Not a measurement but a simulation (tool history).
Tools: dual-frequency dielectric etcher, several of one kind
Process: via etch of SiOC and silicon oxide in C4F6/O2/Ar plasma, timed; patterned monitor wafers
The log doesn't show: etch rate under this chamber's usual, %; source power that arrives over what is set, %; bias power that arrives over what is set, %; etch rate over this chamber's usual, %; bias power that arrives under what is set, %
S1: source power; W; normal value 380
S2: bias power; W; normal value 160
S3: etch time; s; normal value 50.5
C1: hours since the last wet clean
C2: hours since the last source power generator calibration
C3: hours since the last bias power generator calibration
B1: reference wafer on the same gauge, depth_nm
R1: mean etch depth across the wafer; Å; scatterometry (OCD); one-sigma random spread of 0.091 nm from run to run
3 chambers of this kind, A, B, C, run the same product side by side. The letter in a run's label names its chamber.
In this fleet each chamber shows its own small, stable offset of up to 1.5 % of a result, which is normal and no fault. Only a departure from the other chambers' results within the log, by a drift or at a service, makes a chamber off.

run	hour	S1	S2	S3	C1	C2	C3	B1	R1
1B	5.1	380	160	50.5	449.4	1902.3	713.3	44.002	537.93
2C	15.0	380	160	50.5	303.7	695.3	1918.3	44.009	532.95
3A	20.6	380	160	50.5	324.2	2768.5	112.3	44.007	531.99
4A	27.5	380	160	50.5	331.1	2775.4	119.2	44.022	532.96
5B	36.3	380	160	50.5	480.6	1933.5	744.5	44.025	538.28
6C	41.7	380	160	50.5	330.4	722.0	1945.0	44.034	532.56
7B	48.3	380	160	50.5	492.6	1945.5	756.5	44.051	537.65
8C	56.3	380	160	50.5	345.0	736.6	1959.6	44.054	532.94
9A	63.0	380	160	50.5	366.6	2810.9	154.7	44.070	533.49
10A	67.8	380	160	50.5	371.4	2815.7	159.5	44.048	533.58
11C	77.6	380	160	50.5	366.3	757.9	1980.9	44.092	532.96
# hour 78.8: chamber B: wet clean of the chamber
12B	85.0	380	160	50.5	6.3	1982.2	793.2	44.092	539.65
13A	90.1	380	160	50.5	393.7	2838.0	181.8	44.096	535.24
14C	98.9	380	160	50.5	387.6	779.2	2002.2	44.115	531.51
15B	105.0	380	160	50.5	26.3	2002.2	813.2	44.100	538.78
# hour 105.2: chamber C: wet clean of the chamber
16A	114.0	380	160	50.5	417.6	2861.9	205.7	44.122	533.73
17B	119.5	380	160	50.5	40.8	2016.7	827.7	44.127	538.74
18C	129.7	380	160	50.5	24.6	810.0	2033.0	44.149	534.96
19B	139.6	380	160	50.5	60.9	2036.8	847.8	44.156	539.05
20A	147.8	380	160	50.5	451.4	2895.7	239.5	44.149	532.49
21C	156.2	380	160	50.5	51.1	836.5	2059.5	44.161	534.02
22C	166.6	380	160	50.5	61.5	846.9	2069.9	44.175	534.08
23A	171.2	380	160	50.5	474.8	2919.1	262.9	44.189	535.01
24B	181.6	380	160	50.5	102.9	2078.8	889.8	44.193	540.11
25B	186.4	380	160	50.5	107.7	2083.6	894.6	44.190	539.19
26C	192.4	380	160	50.5	87.3	872.7	2095.7	44.172	533.83
27A	202.2	380	160	50.5	505.8	2950.1	293.9	44.206	535.50
# hour 202.9: chamber A: wet clean of the chamber
28C	212.5	380	160	50.5	107.4	892.8	2115.8	44.237	534.97
29B	222.8	380	160	50.5	144.1	2120.0	931.0	44.223	540.90
30A	232.1	440	160	50.5	29.2	2980.0	323.8	44.241	567.60
31C	237.9	440	160	50.5	132.8	918.2	2141.2	44.248	566.73
32B	243.4	440	160	50.5	164.7	2140.6	951.6	44.263	573.64
33A	253.4	380	160	50.5	50.5	3001.3	345.1	44.277	535.47
34B	259.0	380	160	50.5	180.3	2156.2	967.2	44.282	540.68
35C	267.9	380	160	50.5	162.8	948.2	2171.2	44.263	533.33
36A	277.8	380	160	50.5	74.9	3025.7	369.5	44.279	536.71
37A	283.3	380	160	50.5	80.4	3031.2	375.0	44.303	536.87

The same settings go to every chamber for the next run, one line per chamber below. Forecast the results for each:
38A	290.7	380	160	50.5					?
38B	290.7	380	160	50.5					?
38C	290.7	380	160	50.5					?

run	R1
38A	535.48
38B	540.69
38C	537.93
